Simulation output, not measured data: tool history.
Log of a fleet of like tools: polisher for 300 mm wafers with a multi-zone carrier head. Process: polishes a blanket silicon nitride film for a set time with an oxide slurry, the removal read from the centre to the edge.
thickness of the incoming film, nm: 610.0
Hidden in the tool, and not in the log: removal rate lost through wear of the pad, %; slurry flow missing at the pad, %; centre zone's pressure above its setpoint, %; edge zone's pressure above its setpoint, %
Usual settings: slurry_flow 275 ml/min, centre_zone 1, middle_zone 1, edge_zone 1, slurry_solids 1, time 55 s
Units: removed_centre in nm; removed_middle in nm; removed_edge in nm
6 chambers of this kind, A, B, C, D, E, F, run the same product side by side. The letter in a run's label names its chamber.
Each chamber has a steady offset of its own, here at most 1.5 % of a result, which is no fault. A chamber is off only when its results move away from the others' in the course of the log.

run,hour,slurry_flow,centre_zone,middle_zone,edge_zone,slurry_solids,time,wafers polished on this pad,hours since the slurry nozzle was cleaned,hours since the centre zone pressure was calibrated,hours since the edge zone pressure was calibrated,removed_centre,removed_middle,removed_edge
# hour 3.3: chamber B: centre zone pressure recalibrated
1F,6.3,275,1,1,1,1,55,798,361.7,879.3,271,34.64,33.958,34.075
# hour 7.3: chamber A: worn pad replaced by a new one
2D,12,275,1,1,1,1,55,574,237.3,153.6,576.1,34.017,34.834,34.156
3E,19.5,275,1,1,1,1,55,305,348.9,294.3,271.9,34.262,34.206,34.228
4A,24.8,275,1,1,1,1,55,166,145.6,301.8,57.2,34.485,34.277,34.02
# hour 27.1: chamber C: worn pad replaced by a new one
# hour 32.4: chamber F: worn pad replaced by a new one
5B,33.8,275,1,1,1,1,55,338,43.1,30.6,71.7,34.298,34.203,34.393
6C,39.7,275,1,1,1,1,55,120,258,1078.2,1149.7,33.971,33.96,34.681
7F,46.4,275,1,1,1,1,55,133,401.8,919.4,311.1,33.975,34.045,34.2
# hour 50.2: chamber D: slurry nozzle cleaned
# hour 53: chamber C: slurry nozzle cleaned
8A,54.8,275,1,1,1,1,55,451,175.6,331.8,87.2,33.466,34.506,33.675
9E,60.3,275,1,1,1,1,55,692,389.7,335.1,312.7,33.705,34.183,33.914
# hour 65.2: chamber E: slurry nozzle cleaned
10D,66.7,275,1,1,1,1,55,1094,16.5,208.3,630.8,33.068,34.5,34.076
# hour 68.7: chamber A: worn pad replaced by a new one
# hour 70.6: chamber B: worn pad replaced by a new one
# hour 73.8: chamber E: worn pad replaced by a new one
11C,74.4,275,1,1,1,1,55,449,21.4,1112.9,1184.4,33.985,33.722,34.197
# hour 78.7: chamber D: worn pad replaced by a new one
12B,79,275,1,1,1,1,55,79,88.3,75.8,116.9,34.277,33.751,34.258
13C,86.8,275,1,1,1,1,55,567,33.8,1125.3,1196.8,34.707,34.663,34.928
14B,94.4,275,1,1,1,1,55,226,103.7,91.2,132.3,33.73,34.061,34.613
# hour 98.2: chamber A: slurry nozzle cleaned
15E,104.2,275,1,1,1,1,55,289,39,379,356.6,34.628,33.792,34.547
# hour 105.4: chamber E: centre zone pressure recalibrated
16F,112.8,275,1,1,1,1,55,763,468.2,985.8,377.5,33.776,34.329,34.217
17D,117.7,245,1,1,1,1,62,370,67.5,259.3,681.8,38.221,38.898,38.229
18A,122.3,245,1,1,1,1,62,508,24.1,399.3,154.7,38.122,38.509,37.914
# hour 128.1: chamber F: worn pad replaced by a new one
19F,130.6,245,1,1,1,1,62,23,486,1003.6,395.3,38.203,37.683,38.398
# hour 130.9: chamber A: worn pad replaced by a new one
20B,138.4,245,1,1,1,1,62,643,147.7,135.2,176.3,37.006,38.191,38.267
# hour 145.8: chamber E: worn pad replaced by a new one
21D,146.2,245,1,1,1,1,62,641,96,287.8,710.3,37.172,38.403,38.257
# hour 147.5: chamber B: worn pad replaced by a new one
# hour 150: chamber C: centre zone pressure recalibrated
22C,154.8,245,1,1,1,1,62,1212,101.8,4.8,1264.8,38.201,37.936,39.4
23A,160.5,275,1,1,1,1,55,281,62.3,437.5,192.9,33.685,34.251,34.018
# hour 161.8: chamber C: worn pad replaced by a new one
# hour 169.4: chamber A: centre zone pressure recalibrated
24E,169.8,275,1,1,1,1,55,228,104.6,64.5,422.2,38.689,34.098,34.389
25E,179,275,1,1,1,1,55,315,113.8,73.7,431.4,37.458,34.375,33.764
26D,186.4,275,1.1,1,1,1,55,1022,136.2,328,750.5,37.659,34.817,34.168
27F,192.2,275,1.1,1,1,1,55,608,547.6,1065.2,456.9,37.296,34.195,34.104
# hour 193.8: chamber A: worn pad replaced by a new one
28B,199,275,1.1,1,1,1,55,489,208.3,195.8,236.9,37.498,33.462,34
29A,203.6,275,1.1,1,1,1,55,93,105.4,34.2,236,37.546,34.236,34.068
# hour 212.3: chamber D: worn pad replaced by a new one
30C,212.7,275,1.1,1,1,1,55,483,159.7,62.7,1322.7,38.135,34.065,34.495
# hour 218.1: chamber B: worn pad replaced by a new one
31C,220.6,275,1.1,1,1,1,55,558,167.6,70.6,1330.6,37.774,34.238,34.363
# hour 221.6: chamber D: edge zone pressure recalibrated
# hour 221.9: chamber E: worn pad replaced by a new one
32B,227.4,275,1,1,1,1,55,88,236.7,224.2,265.3,33.44,33.904,34.155
# hour 227.7: chamber F: worn pad replaced by a new one
33E,233.2,275,1,1,1.1,1,45,107,168,127.9,485.6,31.239,28.084,29.314
34A,238,275,1,1,1.1,1,45,420,139.8,68.6,270.4,27.83,27.827,29.438
35F,243,275,1,1,1.1,1,45,145,598.4,1116,507.7,27.744,27.748,28.894
36D,249.2,275,1,1,1.1,1,45,350,199,390.8,27.7,27.906,28.545,29.417
37F,256.9,275,1,1,1.1,1,45,277,612.3,1129.9,521.6,27.933,27.763,29.696
38E,261.9,275,1,1,1.1,1,45,380,196.7,156.6,514.3,30.737,28.339,28.972
# hour 266.3: chamber A: worn pad replaced by a new one
39A,271,275,1,1,1,1,55,45,172.8,101.6,303.4,33.705,34.591,34.059
# hour 277.9: chamber C: worn pad replaced by a new one
40C,278.6,275,1,1,1,1,55,7,225.6,128.6,1388.6,33.439,33.772,34.404

All 6 chambers run these settings next. Forecast each chamber's results:
41A,285.7,275,1,1,1.04,1,55,,,,,?,?,?
41B,285.7,275,1,1,1.04,1,55,,,,,?,?,?
41C,285.7,275,1,1,1.04,1,55,,,,,?,?,?
41D,285.7,275,1,1,1.04,1,55,,,,,?,?,?
41E,285.7,275,1,1,1.04,1,55,,,,,?,?,?
41F,285.7,275,1,1,1.04,1,55,,,,,?,?,?

run,removed_centre,removed_middle,removed_edge
41A,34.405,33.894,34.937
41B,34.513,34.289,35.045
41C,34.708,34.558,34.86
41D,34.393,34.756,34.763
41E,37.916,34.961,35.203
41F,33.971,33.487,34.968
